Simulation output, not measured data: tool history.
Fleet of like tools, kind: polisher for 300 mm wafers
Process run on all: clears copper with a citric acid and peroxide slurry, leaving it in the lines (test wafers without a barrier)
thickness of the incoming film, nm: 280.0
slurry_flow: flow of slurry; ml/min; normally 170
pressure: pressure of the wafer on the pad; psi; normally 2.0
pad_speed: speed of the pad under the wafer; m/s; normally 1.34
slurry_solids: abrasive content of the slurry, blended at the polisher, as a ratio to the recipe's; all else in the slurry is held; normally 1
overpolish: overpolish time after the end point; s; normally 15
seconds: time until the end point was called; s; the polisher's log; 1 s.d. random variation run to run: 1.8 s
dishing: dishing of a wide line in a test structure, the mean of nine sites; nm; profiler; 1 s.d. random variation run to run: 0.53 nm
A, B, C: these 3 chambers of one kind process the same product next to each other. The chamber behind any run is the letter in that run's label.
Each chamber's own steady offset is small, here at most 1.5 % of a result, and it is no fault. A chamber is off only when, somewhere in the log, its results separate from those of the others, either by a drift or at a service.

run,hour,slurry_flow,pressure,pad_speed,slurry_solids,overpolish,seconds,dishing
# hour 10.0: chamber A: worn pad replaced by a new one
1A,13.3,170,2.0,1.34,1,15,139.98,21.343
# hour 20.0: chamber C: worn pad replaced by a new one
2B,22.2,170,2.0,1.34,1,15,139.56,21.832
3C,31.7,170,2.0,1.34,1,15,144.15,21.720
4A,43.3,170,2.0,1.34,1,15,137.78,20.585
5C,58.5,170,2.0,1.34,1,15,140.71,21.612
6B,70.4,170,2.0,1.34,1,15,144.32,21.457
7B,77.5,170,2.0,1.34,1,15,142.52,22.608
# hour 86.7: chamber B: slurry nozzle cleaned
8A,91.3,170,2.0,1.34,1,15,142.23,22.505
9C,99.9,170,2.0,1.34,1,15,142.60,21.877
# hour 103.7: chamber A: worn pad replaced by a new one
# hour 104.9: chamber C: slurry nozzle cleaned
10B,107.4,170,2.0,1.34,1,15,142.66,21.404
# hour 114.2: chamber C: worn pad replaced by a new one
11A,118.9,135,2.0,1.48,1,15,132.82,22.371
12C,132.7,135,2.0,1.48,1,15,135.52,22.526
# hour 145.8: chamber B: worn pad replaced by a new one
13C,146.2,135,2.0,1.48,1,15,133.67,22.979
14B,160.7,170,2.0,1.34,1,15,138.62,21.718
15A,168.9,170,2.0,1.34,1,15,143.42,22.116
16C,184.6,170,2.0,1.64,1,15,117.22,26.004
# hour 199.4: chamber A: worn pad replaced by a new one
17A,199.6,170,2.0,1.64,1,15,119.97,26.790
18B,213.2,170,2.0,1.64,1,15,114.72,25.933
19B,221.5,170,2.0,1.34,1,15,142.88,20.717
# hour 223.2: chamber C: worn pad replaced by a new one
20A,232.4,170,2.0,1.34,1,22,140.19,30.475
21C,245.2,170,2.0,1.34,1,22,141.96,30.416
# hour 247.1: chamber A: slurry blender recalibrated
22B,255.7,170,2.0,1.34,1,22,143.45,29.894
23C,270.8,170,2.0,1.34,1,15,143.05,22.048
24A,284.4,170,2.0,1.34,1,15,139.24,21.888
# hour 291.7: chamber B: worn pad replaced by a new one
25B,296.8,170,2.0,1.34,1,15,139.42,21.017
# hour 305.9: chamber A: worn pad replaced by a new one
26A,311.0,170,2.0,1.34,1,15,143.56,21.152
27C,319.3,170,2.0,1.34,1,15,142.79,22.439
# hour 325.7: chamber C: worn pad replaced by a new one
28B,331.6,170,2.0,1.34,1,15,142.95,22.804
29C,343.9,170,2.0,1.34,1,15,141.53,20.978
# hour 355.1: chamber C: slurry blender recalibrated
30A,359.4,170,2.0,1.34,1,15,144.86,22.039
31B,371.8,170,2.0,1.34,1,15,144.28,21.234
# hour 385.4: chamber B: head pressure recalibrated
32A,385.7,170,2.0,1.34,1,15,139.72,22.078
# hour 395.9: chamber B: slurry blender recalibrated
33C,396.8,170,2.0,1.34,1,15,140.98,21.938
# hour 405.4: chamber A: worn pad replaced by a new one
34A,409.1,170,1.7,1.34,1,15,164.73,19.367
35B,416.8,170,1.7,1.34,1,15,161.49,18.050
# hour 426.6: chamber C: worn pad replaced by a new one
36C,429.4,170,1.7,1.34,1,15,167.32,18.981
37C,445.2,170,2.0,1.34,1,15,141.84,21.907
# hour 452.3: chamber B: worn pad replaced by a new one
38B,460.8,170,2.0,1.04,1,15,181.89,17.221
39A,471.5,170,2.0,1.04,1,15,181.28,17.408
40B,485.8,170,2.0,1.04,1,15,182.16,16.886
41C,499.4,170,2.0,1.34,1,15,145.40,21.802
42A,514.9,170,2.0,1.34,1,15,141.30,22.132
43B,529.6,170,2.0,1.34,1,15,146.17,20.959

Each of the 3 chambers runs these same settings next. Fill in every chamber's results:
44A,541.3,170,2.0,1.34,1,9,?,?
44B,541.3,170,2.0,1.34,1,9,?,?
44C,541.3,170,2.0,1.34,1,9,?,?

run,seconds,dishing
44A,142.85,13.125
44B,145.46,13.633
44C,142.10,13.261
